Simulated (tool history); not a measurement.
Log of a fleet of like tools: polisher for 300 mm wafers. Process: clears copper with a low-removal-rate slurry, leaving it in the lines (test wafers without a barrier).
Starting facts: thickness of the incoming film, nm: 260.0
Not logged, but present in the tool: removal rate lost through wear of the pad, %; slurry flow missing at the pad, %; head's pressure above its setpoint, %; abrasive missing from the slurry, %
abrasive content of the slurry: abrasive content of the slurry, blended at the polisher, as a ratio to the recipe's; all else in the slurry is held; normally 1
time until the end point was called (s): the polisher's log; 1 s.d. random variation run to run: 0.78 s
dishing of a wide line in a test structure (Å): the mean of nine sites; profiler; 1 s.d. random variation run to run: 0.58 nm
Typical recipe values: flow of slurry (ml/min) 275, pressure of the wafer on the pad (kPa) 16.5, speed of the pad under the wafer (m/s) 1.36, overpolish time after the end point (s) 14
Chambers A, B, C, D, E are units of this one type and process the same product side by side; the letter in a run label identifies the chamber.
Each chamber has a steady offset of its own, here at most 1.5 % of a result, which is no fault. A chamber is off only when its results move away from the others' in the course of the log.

run   hour  flow of slurry (ml/min)  pressure of the wafer on the pad (kPa)  speed of the pad under the wafer (m/s)  abrasive content of the slurry  overpolish time after the end point (s)  wafers polished on this pad  hours since the slurry nozzle was cleaned  hours since the head pressure was calibrated  hours since the slurry blender was calibrated  time until the end point was called (s)  dishing of a wide line in a test structure (Å)
       0.4  -- chamber D: worn pad replaced by a new one
 1B    6.4                      275                                    16.5                                    1.36                               1                                       14                         1269                                      451.7                                          48.7                                            433                                   77.916                                          327.72
 2E   10.4                      275                                    16.5                                    1.36                               1                                       14                          871                                         60                                         689.1                                            111                                   76.718                                          327.07
 3A   14.3                      275                                    16.5                                    1.36                               1                                       14                          519                                      386.2                                           603                                           42.3                                    78.22                                          337.77
 4D   17.6                      275                                    16.5                                    1.36                               1                                       14                          126                                      346.6                                         347.3                                          203.6                                   77.348                                          335.05
 5C   20.7                      275                                    16.5                                    1.36                               1                                       14                         1198                                      220.5                                         629.9                                           27.5                                   77.051                                           333.5
 6D   24.5                      275                                    22.1                                    1.36                               1                                       14                          177                                      353.5                                         354.2                                          210.5                                   57.934                                          442.27
      25.8  -- chamber C: worn pad replaced by a new one
 7B   31.3                      275                                    22.1                                    1.36                               1                                       14                         1451                                      476.6                                          73.6                                          457.9                                   59.736                                          442.18
      34.9  -- chamber B: worn pad replaced by a new one
      35.4  -- chamber B: slurry blender recalibrated
 8C   37.6                      275                                    22.1                                    1.36                               1                                       14                           87                                      237.4                                         646.8                                           44.4                                   56.933                                          452.33
 9E   43.3                      275                                    22.1                                    1.36                               1                                       14                         1113                                       92.9                                           722                                          143.9                                   57.935                                          438.46
10A   46.3                      275                                    22.1                                    1.36                               1                                       14                          754                                      418.2                                           635                                           74.3                                   58.028                                          433.25
11E   51.2                      275                                    16.5                                    1.36                               1                                       14                         1171                                      100.8                                         729.9                                          151.8                                   76.628                                           333.2
12C   57.4                      275                                    20.7                                     0.9                               1                                       14                          232                                      257.2                                         666.6                                           64.2                                   92.099                                          289.26
      62.3  -- chamber E: worn pad replaced by a new one
13D   63.3                      275                                    20.7                                     0.9                               1                                       14                          462                                      392.3                                           393                                          249.3                                   94.719                                          281.83
14B   68.2                      275                                    20.7                                     0.9                               1                                       14                          244                                      513.5                                         110.5                                           32.9                                   92.317                                          273.25
15A   74.7                      275                                    20.7                                     0.9                               1                                       14                          962                                      446.6                                         663.4                                          102.7                                   93.544                                          285.15
      77.7  -- chamber D: worn pad replaced by a new one
16E   81.4                      275                                    20.7                                     0.9                               1                                       14                          140                                        131                                         760.1                                            182                                   93.792                                          282.69
      84.9  -- chamber A: worn pad replaced by a new one
17C   88.2                      275                                    16.5                                    1.36                               1                                       14                          458                                        288                                         697.4                                             95                                   75.207                                          332.22
18A   93.2                      275                                    16.5                                    1.36                               1                                       14                           61                                      465.1                                         681.9                                          121.2                                   77.928                                          337.34
19D   96.4                      275                                    13.1                                    1.36                             1.2                                       14                          137                                      425.4                                         426.1                                          282.4                                   97.924                                          276.68
20B  103.2                      275                                    13.1                                    1.36                             1.2                                       14                          501                                      548.5                                         145.5                                           67.9                                    94.66                                          267.05
21A  106.3                      275                                    13.1                                    1.36                             1.2                                       14                          157                                      478.2                                           695                                          134.3                                   93.379                                          274.36
22B  110.2                      275                                    13.1                                    1.36                             1.2                                       14                          552                                      555.5                                         152.5                                           74.9                                   95.355                                          268.84
23C  116.8                      275                                    13.1                                    1.36                             1.2                                       14                          668                                      316.6                                           726                                          123.6                                   92.127                                          277.58
     119.5  -- chamber A: slurry blender recalibrated
24D  123.7                      275                                    16.5                                    1.36                               1                                       14                          338                                      452.7                                         453.4                                          309.7                                   78.203                                          326.14
25E  128.2                      275                                    16.5                                    1.36                               1                                       14                          484                                      177.8                                         806.9                                          228.8                                   76.464                                          334.11
26E  132.9                      275                                    16.5                                    1.36                               1                                       14                          518                                      182.5                                         811.6                                          233.5                                   76.883                                          331.21
27D  139.3                      275                                    16.5                                    1.36                               1                                       14                          452                                      468.3                                           469                                          325.3                                    79.19                                          326.21
     140.9  -- chamber A: slurry nozzle cleaned
28C    143                      275                                    16.5                                    1.36                            0.75                                       11                          861                                      342.8                                         752.2                                          149.8                                   81.925                                          248.26
29B  147.3                      275                                    16.5                                    1.36                            0.75                                       11                          825                                      592.6                                         189.6                                            112                                   83.259                                          254.08
30A  150.5                      275                                    16.5                                    1.36                            0.75                                       11                          481                                        9.6                                         739.2                                           31.1                                   81.083                                          245.77

Decide between three cases: one chamber stands off from its peers, the gauge reading all wafers drifts, or nothing is wrong past each chamber's small offset. Where a chamber is off, say which and what most likely put it there.

No chamber is off and the gauge is stable; the differences are just each chamber's small, constant offset.

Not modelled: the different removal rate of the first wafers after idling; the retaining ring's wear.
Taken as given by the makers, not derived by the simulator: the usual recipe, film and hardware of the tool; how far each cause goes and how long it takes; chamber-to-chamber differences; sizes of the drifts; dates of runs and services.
